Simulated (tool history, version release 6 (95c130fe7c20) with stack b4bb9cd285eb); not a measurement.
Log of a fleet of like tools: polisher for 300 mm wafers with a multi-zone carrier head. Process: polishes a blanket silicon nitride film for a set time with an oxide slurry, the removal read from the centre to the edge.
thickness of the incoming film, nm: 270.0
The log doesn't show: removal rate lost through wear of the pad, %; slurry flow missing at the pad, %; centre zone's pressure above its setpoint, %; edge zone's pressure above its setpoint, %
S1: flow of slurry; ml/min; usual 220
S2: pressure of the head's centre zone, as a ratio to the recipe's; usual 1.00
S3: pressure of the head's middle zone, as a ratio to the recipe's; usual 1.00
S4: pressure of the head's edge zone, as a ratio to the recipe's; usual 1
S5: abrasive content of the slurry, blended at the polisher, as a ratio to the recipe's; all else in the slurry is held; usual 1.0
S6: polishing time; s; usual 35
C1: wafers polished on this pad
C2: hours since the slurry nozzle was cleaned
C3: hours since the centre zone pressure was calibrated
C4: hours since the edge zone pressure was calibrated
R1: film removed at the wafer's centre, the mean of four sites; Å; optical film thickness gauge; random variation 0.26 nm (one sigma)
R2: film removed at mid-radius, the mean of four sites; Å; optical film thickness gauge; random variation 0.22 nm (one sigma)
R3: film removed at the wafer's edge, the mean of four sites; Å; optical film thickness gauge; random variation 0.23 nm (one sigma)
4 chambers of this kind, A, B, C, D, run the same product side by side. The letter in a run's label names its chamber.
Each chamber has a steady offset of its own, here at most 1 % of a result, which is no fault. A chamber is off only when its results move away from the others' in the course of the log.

| run | hour | S1 | S2 | S3 | S4 | S5 | S6 | C1 | C2 | C3 | C4 | R1 | R2 | R3 |
|---|---|---|---|---|---|---|---|---|---|---|---|---|---|---|
| 1C | 3.4 | 220 | 1.00 | 1.00 | 1 | 1.0 | 35 | 408 | 485.8 | 124.5 | 88.6 | 193.46 | 190.06 | 189.79 |
|  | 5.6 | chamber B: edge zone pressure recalibrated |
| 2A | 6.0 | 220 | 1.00 | 1.00 | 1 | 1.0 | 35 | 1141 | 391.0 | 463.5 | 366.9 | 188.72 | 192.09 | 189.31 |
|  | 8.3 | chamber B: worn pad replaced by a new one |
| 3D | 9.1 | 220 | 1.00 | 1.00 | 1 | 1.0 | 35 | 799 | 221.9 | 365.6 | 232.4 | 194.27 | 194.21 | 187.93 |
| 4B | 12.3 | 220 | 1.00 | 1.00 | 1 | 1.0 | 35 | 73 | 97.6 | 340.4 | 6.7 | 192.69 | 185.68 | 190.53 |
| 5B | 15.7 | 220 | 1.00 | 1.00 | 1 | 1.0 | 35 | 134 | 101.0 | 343.8 | 10.1 | 190.57 | 192.80 | 188.92 |
| 6C | 19.1 | 220 | 1.00 | 1.00 | 1 | 1.0 | 35 | 691 | 501.5 | 140.2 | 104.3 | 187.08 | 185.27 | 189.51 |
|  | 20.9 | chamber C: worn pad replaced by a new one |
|  | 23.0 | chamber A: worn pad replaced by a new one |
| 7A | 24.0 | 220 | 1.00 | 1.00 | 1 | 1.0 | 35 | 18 | 409.0 | 481.5 | 384.9 | 194.14 | 188.05 | 191.45 |
| 8D | 26.9 | 220 | 1.00 | 1.00 | 1 | 1.0 | 35 | 1120 | 239.7 | 383.4 | 250.2 | 192.31 | 187.80 | 191.17 |
| 9D | 31.8 | 220 | 1.00 | 1.00 | 1 | 1.0 | 35 | 1209 | 244.6 | 388.3 | 255.1 | 189.69 | 187.02 | 188.17 |
| 10A | 36.3 | 220 | 1.00 | 1.00 | 1 | 1.0 | 35 | 240 | 421.3 | 493.8 | 397.2 | 190.90 | 189.39 | 194.21 |
| 11B | 39.5 | 220 | 1.00 | 1.00 | 1 | 1.0 | 35 | 564 | 124.8 | 367.6 | 33.9 | 194.44 | 187.99 | 193.00 |
| 12C | 42.1 | 220 | 1.00 | 1.00 | 1 | 1.0 | 35 | 382 | 524.5 | 163.2 | 127.3 | 189.89 | 190.46 | 189.03 |
| 13B | 46.5 | 220 | 1.00 | 1.00 | 1 | 1.0 | 35 | 690 | 131.8 | 374.6 | 40.9 | 192.52 | 185.32 | 184.93 |
| 14A | 49.9 | 220 | 1.00 | 1.00 | 1 | 1.0 | 35 | 486 | 434.9 | 507.4 | 410.8 | 186.37 | 187.22 | 189.38 |
|  | 53.2 | chamber B: worn pad replaced by a new one |
| 15D | 53.2 | 220 | 1.00 | 1.00 | 1 | 1.0 | 35 | 1595 | 266.0 | 409.7 | 276.5 | 181.03 | 185.93 | 186.69 |
| 16C | 57.0 | 220 | 1.00 | 1.00 | 1 | 1.0 | 35 | 651 | 539.4 | 178.1 | 142.2 | 188.54 | 188.62 | 190.22 |
| 17C | 61.5 | 220 | 1.00 | 1.00 | 1 | 1.0 | 35 | 732 | 543.9 | 182.6 | 146.7 | 188.77 | 187.13 | 189.66 |
|  | 66.9 | chamber C: worn pad replaced by a new one |
| 18D | 66.9 | 220 | 1.00 | 1.00 | 1 | 1.0 | 35 | 1842 | 279.7 | 423.4 | 290.2 | 179.25 | 181.03 | 184.72 |
| 19A | 69.3 | 220 | 1.00 | 1.00 | 1 | 1.0 | 35 | 836 | 454.3 | 526.8 | 430.2 | 186.97 | 187.02 | 193.62 |
| 20B | 74.0 | 220 | 1.00 | 1.00 | 1 | 1.0 | 35 | 376 | 159.3 | 402.1 | 68.4 | 191.14 | 187.57 | 188.20 |
| 21C | 78.9 | 220 | 1.00 | 1.00 | 1 | 1.0 | 35 | 217 | 561.3 | 200.0 | 164.1 | 189.03 | 191.08 | 190.73 |
| 22D | 83.9 | 220 | 1.00 | 1.00 | 1 | 1.0 | 35 | 2148 | 296.7 | 440.4 | 307.2 | 179.43 | 181.24 | 177.43 |
| 23B | 88.4 | 220 | 1.00 | 1.00 | 1 | 1.0 | 35 | 636 | 173.7 | 416.5 | 82.8 | 188.53 | 188.29 | 191.47 |
|  | 92.4 | chamber B: centre zone pressure recalibrated |
|  | 92.6 | chamber C: slurry nozzle cleaned |
| 24A | 92.7 | 220 | 1.00 | 1.00 | 1 | 1.0 | 35 | 1258 | 477.7 | 550.2 | 453.6 | 190.67 | 190.45 | 192.20 |
| 25B | 97.0 | 220 | 1.00 | 1.00 | 1 | 1.2 | 35 | 791 | 182.3 | 4.6 | 91.4 | 205.66 | 201.33 | 203.90 |
| 26A | 99.3 | 220 | 1.00 | 1.00 | 1 | 1.2 | 35 | 1377 | 484.3 | 556.8 | 460.2 | 209.88 | 205.19 | 206.15 |
|  | 99.7 | chamber B: worn pad replaced by a new one |
|  | 100.7 | chamber A: worn pad replaced by a new one |
|  | 103.7 | chamber C: worn pad replaced by a new one |
| 27C | 104.6 | 220 | 1.00 | 1.00 | 1 | 1.2 | 35 | 17 | 12.0 | 225.7 | 189.8 | 209.29 | 202.80 | 201.35 |
| 28D | 108.1 | 220 | 1.00 | 1.00 | 1 | 1.2 | 35 | 2585 | 320.9 | 464.6 | 331.4 | 190.36 | 187.92 | 187.44 |
| 29A | 111.5 | 220 | 1.00 | 1.00 | 1 | 1.0 | 35 | 195 | 496.5 | 569.0 | 472.4 | 188.60 | 191.31 | 186.56 |
| 30D | 116.3 | 220 | 1.00 | 1.00 | 1 | 1.0 | 35 | 2733 | 329.1 | 472.8 | 339.6 | 170.83 | 173.37 | 172.64 |
| 31C | 121.0 | 220 | 1.00 | 1.00 | 1 | 1.0 | 35 | 312 | 28.4 | 242.1 | 206.2 | 194.74 | 188.19 | 189.49 |
| 32B | 125.7 | 220 | 1.00 | 1.00 | 1 | 1.0 | 35 | 470 | 211.0 | 33.3 | 120.1 | 191.57 | 186.45 | 192.07 |
| 33A | 130.3 | 220 | 1.05 | 1.06 | 1 | 1.0 | 35 | 534 | 515.3 | 587.8 | 491.2 | 200.79 | 198.07 | 189.26 |
| 34D | 135.4 | 220 | 1.05 | 1.06 | 1 | 1.0 | 35 | 3077 | 348.2 | 491.9 | 358.7 | 179.23 | 175.58 | 168.24 |
| 35B | 139.6 | 220 | 1.05 | 1.06 | 1 | 1.0 | 35 | 721 | 224.9 | 47.2 | 134.0 | 199.79 | 197.36 | 187.85 |

What goes on in this fleet: one chamber off, a drifting gauge, or nothing beyond the chambers' own small offsets? Name the chamber and the cause, if any.

Chamber D drifts away from the others.
Cause: removal rate lost through wear of the pad, % = 11.7.

Here are 4 candidates for chamber D's next run, each the usual settings with a change, their results left as question marks. Which one brings its results back in line with what the others give on the usual settings?
In line means no further than this from the other chambers' mean on the usual settings: R1 9.00 Å; R2 7.80 Å; R3 8.20 Å
| 36D-1 | 143.5 | 220 | 1.00 | 1.00 | 1.01 | 1.00 | 37 |  |  |  |  | ? | ? | ? |
| 36D-2 | 143.5 | 220 | 1.00 | 1.00 | 0.99 | 1.00 | 33 |  |  |  |  | ? | ? | ? |
| 36D-3 | 143.5 | 220 | 1.00 | 1.00 | 1.01 | 1.05 | 39 |  |  |  |  | ? | ? | ? |
| 36D-4 | 143.5 | 220 | 1.00 | 1.01 | 0.99 | 0.95 | 32 |  |  |  |  | ? | ? | ? |

The other chambers' mean on the usual settings: R1 189.73 Å; R2 189.31 Å; R3 189.60 Å
| run | R1 | R2 | R3 |
|---|---|---|---|
| 36D-1 | 177.99 | 176.42 | 177.46 |
| 36D-2 | 158.75 | 157.35 | 156.60 |
| 36D-3 | 191.77 | 190.08 | 191.21 |
| 36D-4 | 150.34 | 150.37 | 148.28 |
36D-3 brings the chamber back in line.
